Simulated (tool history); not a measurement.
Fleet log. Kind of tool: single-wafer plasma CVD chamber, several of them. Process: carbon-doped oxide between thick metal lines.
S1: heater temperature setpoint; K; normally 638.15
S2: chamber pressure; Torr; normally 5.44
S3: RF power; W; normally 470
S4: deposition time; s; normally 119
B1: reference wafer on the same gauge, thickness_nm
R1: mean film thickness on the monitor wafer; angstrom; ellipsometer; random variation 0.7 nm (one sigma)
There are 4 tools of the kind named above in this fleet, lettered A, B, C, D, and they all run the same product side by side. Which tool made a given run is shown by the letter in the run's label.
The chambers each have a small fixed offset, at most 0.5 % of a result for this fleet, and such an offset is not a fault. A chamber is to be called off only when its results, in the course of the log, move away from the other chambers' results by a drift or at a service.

{"hour": 5.8, "done": "chamber D: capacitance manometer re-zeroed and calibrated"}
{"run": "1B", "hour": 10.4, "S1": 638.15, "S2": 5.44, "S3": 470, "S4": 119, "B1": 564.03, "R1": 5627.3}
{"run": "2A", "hour": 21.5, "S1": 638.15, "S2": 5.44, "S3": 470, "S4": 119, "B1": 564.07, "R1": 5671.6}
{"run": "3C", "hour": 29.4, "S1": 638.15, "S2": 5.44, "S3": 470, "S4": 119, "B1": 564.27, "R1": 5671.6}
{"run": "4D", "hour": 37.3, "S1": 638.15, "S2": 5.44, "S3": 470, "S4": 119, "B1": 563.92, "R1": 5653.6}
{"run": "5D", "hour": 46.9, "S1": 638.15, "S2": 5.44, "S3": 470, "S4": 119, "B1": 564.31, "R1": 5641.1}
{"run": "6C", "hour": 61.9, "S1": 638.15, "S2": 5.44, "S3": 470, "S4": 119, "B1": 564.33, "R1": 5663.3}
{"run": "7B", "hour": 71.7, "S1": 638.15, "S2": 5.44, "S3": 470, "S4": 119, "B1": 564.65, "R1": 5646.9}
{"hour": 74.5, "done": "chamber A: thermocouple changed; heater temperature recalibrated"}
{"run": "8A", "hour": 80.0, "S1": 650.15, "S2": 5.44, "S3": 470, "S4": 109, "B1": 564.57, "R1": 5064.9}
{"run": "9B", "hour": 87.7, "S1": 650.15, "S2": 5.44, "S3": 470, "S4": 109, "B1": 564.57, "R1": 5037.6}
{"run": "10C", "hour": 97.0, "S1": 650.15, "S2": 5.44, "S3": 470, "S4": 109, "B1": 564.76, "R1": 5076.7}
{"run": "11A", "hour": 111.7, "S1": 650.15, "S2": 5.44, "S3": 470, "S4": 109, "B1": 564.66, "R1": 5064.6}
{"run": "12D", "hour": 123.9, "S1": 638.15, "S2": 5.44, "S3": 470, "S4": 119, "B1": 564.69, "R1": 5649.1}
{"run": "13B", "hour": 134.0, "S1": 638.15, "S2": 5.44, "S3": 470, "S4": 119, "B1": 564.68, "R1": 5654.2}
{"run": "14D", "hour": 141.9, "S1": 638.15, "S2": 4.3, "S3": 430, "S4": 119, "B1": 564.82, "R1": 5114.5}
{"run": "15C", "hour": 152.0, "S1": 638.15, "S2": 4.3, "S3": 430, "S4": 119, "B1": 564.88, "R1": 5147.4}
{"hour": 153.5, "done": "chamber C: RF generator calibrated"}
{"run": "16A", "hour": 160.4, "S1": 638.15, "S2": 4.3, "S3": 430, "S4": 119, "B1": 565.05, "R1": 5146.7}
{"run": "17B", "hour": 173.3, "S1": 638.15, "S2": 4.3, "S3": 430, "S4": 119, "B1": 565.03, "R1": 5121.4}
{"run": "18D", "hour": 180.6, "S1": 638.15, "S2": 5.44, "S3": 470, "S4": 119, "B1": 564.99, "R1": 5648.8}
{"run": "19A", "hour": 196.0, "S1": 638.15, "S2": 5.44, "S3": 470, "S4": 119, "B1": 565.1, "R1": 5664.8}
{"run": "20C", "hour": 209.9, "S1": 638.15, "S2": 5.44, "S3": 470, "S4": 119, "B1": 565.37, "R1": 5687.1}
{"run": "21A", "hour": 219.9, "S1": 638.15, "S2": 5.44, "S3": 470, "S4": 119, "B1": 565.31, "R1": 5679.4}
{"run": "22B", "hour": 231.6, "S1": 638.15, "S2": 5.44, "S3": 470, "S4": 119, "B1": 565.37, "R1": 5657.8}
{"run": "23D", "hour": 241.7, "S1": 638.15, "S2": 5.44, "S3": 470, "S4": 119, "B1": 565.47, "R1": 5653.5}
{"run": "24C", "hour": 249.3, "S1": 638.15, "S2": 5.44, "S3": 470, "S4": 119, "B1": 565.46, "R1": 5663.7}
{"run": "25C", "hour": 260.5, "S1": 638.15, "S2": 5.44, "S3": 470, "S4": 119, "B1": 565.5, "R1": 5685.5}
{"run": "26D", "hour": 271.9, "S1": 638.15, "S2": 6.32, "S3": 430, "S4": 119, "B1": 565.63, "R1": 5394.1}
{"run": "27A", "hour": 279.8, "S1": 638.15, "S2": 6.32, "S3": 430, "S4": 119, "B1": 565.58, "R1": 5439.0}
{"run": "28B", "hour": 288.8, "S1": 638.15, "S2": 6.32, "S3": 430, "S4": 119, "B1": 565.69, "R1": 5405.2}
{"run": "29B", "hour": 300.6, "S1": 638.15, "S2": 6.32, "S3": 430, "S4": 119, "B1": 565.7, "R1": 5411.2}
{"hour": 309.2, "done": "chamber A: capacitance manometer re-zeroed and calibrated"}
{"run": "30C", "hour": 314.2, "S1": 638.15, "S2": 5.44, "S3": 470, "S4": 119, "B1": 566.03, "R1": 5684.3}
{"hour": 316.3, "done": "chamber B: capacitance manometer re-zeroed and calibrated"}
{"run": "31D", "hour": 327.9, "S1": 638.15, "S2": 5.44, "S3": 470, "S4": 119, "B1": 565.97, "R1": 5654.8}
{"run": "32A", "hour": 337.8, "S1": 638.15, "S2": 5.44, "S3": 470, "S4": 119, "B1": 565.89, "R1": 5672.1}
{"run": "33C", "hour": 350.0, "S1": 638.15, "S2": 5.9, "S3": 470, "S4": 119, "B1": 566.04, "R1": 5747.9}
{"run": "34A", "hour": 357.7, "S1": 638.15, "S2": 5.9, "S3": 470, "S4": 119, "B1": 566.12, "R1": 5750.0}
{"run": "35D", "hour": 369.6, "S1": 638.15, "S2": 5.9, "S3": 470, "S4": 119, "B1": 566.22, "R1": 5719.9}
{"run": "36B", "hour": 384.7, "S1": 638.15, "S2": 5.9, "S3": 470, "S4": 119, "B1": 566.32, "R1": 5707.5}
{"run": "37D", "hour": 396.0, "S1": 638.15, "S2": 5.44, "S3": 470, "S4": 119, "B1": 566.26, "R1": 5677.8}
{"run": "38C", "hour": 411.0, "S1": 638.15, "S2": 5.44, "S3": 470, "S4": 119, "B1": 566.48, "R1": 5693.7}
{"run": "39A", "hour": 426.2, "S1": 638.15, "S2": 5.9, "S3": 470, "S4": 135, "B1": 566.42, "R1": 6518.1}
{"run": "40B", "hour": 436.6, "S1": 638.15, "S2": 5.9, "S3": 470, "S4": 135, "B1": 566.65, "R1": 6488.3}
{"run": "41A", "hour": 445.0, "S1": 638.15, "S2": 5.9, "S3": 470, "S4": 135, "B1": 566.7, "R1": 6518.4}
{"run": "42D", "hour": 456.8, "S1": 638.15, "S2": 5.9, "S3": 470, "S4": 135, "B1": 566.76, "R1": 6501.7}
{"run": "43B", "hour": 466.0, "S1": 638.15, "S2": 5.44, "S3": 470, "S4": 119, "B1": 566.55, "R1": 5656.7}

All chambers now run identical settings, listed one chamber a line with results as question marks. What results will each chamber show?
{"run": "44A", "hour": 477.2, "S1": 638.15, "S2": 5.44, "S3": 470, "S4": 119, "R1": "?"}
{"run": "44B", "hour": 477.2, "S1": 638.15, "S2": 5.44, "S3": 470, "S4": 119, "R1": "?"}
{"run": "44C", "hour": 477.2, "S1": 638.15, "S2": 5.44, "S3": 470, "S4": 119, "R1": "?"}
{"run": "44D", "hour": 477.2, "S1": 638.15, "S2": 5.44, "S3": 470, "S4": 119, "R1": "?"}

run=44A R1=5699.8
run=44B R1=5659.5
run=44C R1=5699.6
run=44D R1=5667.7
